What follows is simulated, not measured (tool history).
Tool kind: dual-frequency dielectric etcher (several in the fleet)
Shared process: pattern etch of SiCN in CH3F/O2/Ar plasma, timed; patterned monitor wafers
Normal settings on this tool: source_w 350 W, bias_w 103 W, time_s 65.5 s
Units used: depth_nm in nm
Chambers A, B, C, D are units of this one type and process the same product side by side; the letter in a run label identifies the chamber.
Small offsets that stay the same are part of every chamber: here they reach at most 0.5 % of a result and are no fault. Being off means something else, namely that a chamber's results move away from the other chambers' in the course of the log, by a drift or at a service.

run   hour  source_w  bias_w  time_s  read-back reference wafer on the same gauge, depth_nm  depth_nm
 1D    6.3       350     103    65.5                                                 21.506    26.616
 2C   10.3       350     103    65.5                                                 21.511    26.613
 3A   18.3       350     103    65.5                                                 21.511    26.620
 4B   26.6       350     103    65.5                                                 21.518    26.829
 5D   34.1       350     103    65.5                                                 21.519    26.614
 6A   40.7       350     103    65.5                                                 21.522    26.625
 7C   45.7       350     103    65.5                                                 21.524    26.632
 8B   50.3       350     103    65.5                                                 21.527    26.855
 9A   56.6       350     103    65.5                                                 21.534    26.704
10D   61.5       350     103    65.5                                                 21.531    26.580
11B   69.1       350     103    65.5                                                 21.539    26.799
12C   76.9       350     103    65.5                                                 21.547    26.671
13A   83.2       350     103    65.5                                                 21.542    26.639
14B   88.2       350     103    65.5                                                 21.549    26.879
15C   96.6       350     103    65.5                                                 21.552    26.721
16D  104.5       350     103    65.5                                                 21.558    26.650
17B  111.4       350     103    65.5                                                 21.561    26.849
18D  115.9       390     103    58.0                                                 21.565    24.502
19A  124.0       390     103    58.0                                                 21.570    24.534
20C  129.9       390     103    58.0                                                 21.572    24.648
21A  136.9       390     103    58.0                                                 21.570    24.542
22C  143.5       350     103    65.5                                                 21.578    26.745
23D  147.8       350     103    65.5                                                 21.583    26.701
24B  154.0       350     103    65.5                                                 21.578    26.931
25A  160.1       410     103    55.0                                                 21.585    23.755
26B  168.0       410     103    55.0                                                 21.597    23.928
27C  172.0       410     103    55.0                                                 21.594    23.858
28D  177.8       410     103    55.0                                                 21.603    23.705
29A  184.7       350     103    65.5                                                 21.601    26.740
30D  191.8       350     103    65.5                                                 21.607    26.726

Is one chamber off against the others, does the gauge drift, or is nothing wrong? If a chamber is off, say which, and what the likeliest cause is.

It is the gauge, not a chamber: its drift shows up in every chamber's results at once, and no chamber is off.
Most likely cause: gauge reads high (%) = 0.498.
